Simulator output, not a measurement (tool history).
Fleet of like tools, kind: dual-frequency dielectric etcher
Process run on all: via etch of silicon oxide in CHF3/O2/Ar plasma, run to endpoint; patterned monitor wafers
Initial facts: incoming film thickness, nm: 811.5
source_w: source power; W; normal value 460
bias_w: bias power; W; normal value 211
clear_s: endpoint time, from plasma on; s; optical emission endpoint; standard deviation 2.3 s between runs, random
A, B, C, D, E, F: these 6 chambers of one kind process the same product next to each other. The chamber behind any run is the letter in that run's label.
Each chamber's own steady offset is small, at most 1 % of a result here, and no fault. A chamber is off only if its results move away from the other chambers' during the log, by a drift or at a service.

Run 1E, day 0.171: usual settings. Result: clear_s 432.74 s.
Run 2A, day 0.275: usual settings. Result: clear_s 426.5 s.
Run 3F, day 0.438: usual settings. Result: clear_s 427.78 s.
Run 4C, day 0.658: usual settings. Result: clear_s 429.26 s.
Run 5D, day 0.762: usual settings. Result: clear_s 431.08 s.
Run 6B, day 1: usual settings. Result: clear_s 427.52 s.
Run 7F, day 1.192: usual settings but source_w 370 W. Result: clear_s 460.67 s.
Run 8A, day 1.367: usual settings but source_w 370 W. Result: clear_s 465.87 s.
Run 9B, day 1.579: usual settings but source_w 370 W. Result: clear_s 466.72 s.
Run 10C, day 1.812: usual settings but source_w 370 W. Result: clear_s 464.52 s.
Run 11E, day 1.933: usual settings but source_w 370 W. Result: clear_s 465.88 s.
Run 12D, day 2.1: usual settings but source_w 370 W. Result: clear_s 467.91 s.
Run 13B, day 2.208: usual settings. Result: clear_s 429.8 s.
Run 14F, day 2.325: usual settings. Result: clear_s 425.59 s.
Run 15A, day 2.458: usual settings but source_w 410 W, bias_w 168 W. Result: clear_s 482.83 s.
Run 16D, day 2.617: usual settings but source_w 410 W, bias_w 168 W. Result: clear_s 482.1 s.
Run 17E, day 2.808: usual settings but source_w 410 W, bias_w 168 W. Result: clear_s 493.37 s.
Run 18C, day 3.004: usual settings but source_w 410 W, bias_w 168 W. Result: clear_s 488.83 s.
At day 3.046: chamber D: wet clean of the chamber.
Run 19B, day 3.192: usual settings but source_w 410 W, bias_w 168 W. Result: clear_s 492.96 s.
Run 20E, day 3.296: usual settings but source_w 410 W, bias_w 168 W. Result: clear_s 483.63 s.
Run 21F, day 3.483: usual settings. Result: clear_s 428.23 s.
Run 22C, day 3.612: usual settings but source_w 370 W. Result: clear_s 463.25 s.
Run 23A, day 3.842: usual settings but source_w 370 W. Result: clear_s 464.08 s.
Run 24D, day 4.079: usual settings but source_w 370 W. Result: clear_s 461.56 s.
Run 25B, day 4.304: usual settings but source_w 370 W. Result: clear_s 473.52 s.
Run 26D, day 4.517: usual settings but source_w 370 W. Result: clear_s 464.22 s.
At day 4.588: chamber E: wet clean of the chamber.
Run 27A, day 4.729: usual settings but source_w 370 W. Result: clear_s 466.67 s.
Run 28E, day 4.892: usual settings. Result: clear_s 434.04 s.
Run 29F, day 5.075: usual settings but bias_w 171 W. Result: clear_s 462.21 s.
Run 30C, day 5.233: usual settings but bias_w 171 W. Result: clear_s 460.22 s.
Run 31F, day 5.358: usual settings but bias_w 171 W. Result: clear_s 454.36 s.
Run 32E, day 5.533: usual settings but bias_w 171 W. Result: clear_s 463.13 s.
Run 33A, day 5.725: usual settings but bias_w 171 W. Result: clear_s 457.25 s.
Run 34B, day 5.867: usual settings but bias_w 171 W. Result: clear_s 472.35 s.
Run 35D, day 6.058: usual settings. Result: clear_s 427.23 s.
At day 6.217: chamber D: source power generator calibrated.
Run 36C, day 6.271: usual settings. Result: clear_s 429.51 s.
Run 37C, day 6.458: usual settings. Result: clear_s 429.98 s.
Run 38F, day 6.629: usual settings. Result: clear_s 424.49 s.
Run 39D, day 6.85: usual settings. Result: clear_s 428.37 s.
Run 40B, day 6.983: usual settings. Result: clear_s 449.48 s.
Run 41A, day 7.221: usual settings. Result: clear_s 425.05 s.

All chambers now run identical settings, listed one chamber a line with results as question marks. What results will each chamber show?
Run 42A, day 7.392: usual settings but bias_w 245 W. Result: clear_s ?.
Run 42B, day 7.392: usual settings but bias_w 245 W. Result: clear_s ?.
Run 42C, day 7.392: usual settings but bias_w 245 W. Result: clear_s ?.
Run 42D, day 7.392: usual settings but bias_w 245 W. Result: clear_s ?.
Run 42E, day 7.392: usual settings but bias_w 245 W. Result: clear_s ?.
Run 42F, day 7.392: usual settings but bias_w 245 W. Result: clear_s ?.

run  clear_s
42A   406.33
42B   426.32
42C    408.2
42D   406.14
42E   410.73
42F   405.94

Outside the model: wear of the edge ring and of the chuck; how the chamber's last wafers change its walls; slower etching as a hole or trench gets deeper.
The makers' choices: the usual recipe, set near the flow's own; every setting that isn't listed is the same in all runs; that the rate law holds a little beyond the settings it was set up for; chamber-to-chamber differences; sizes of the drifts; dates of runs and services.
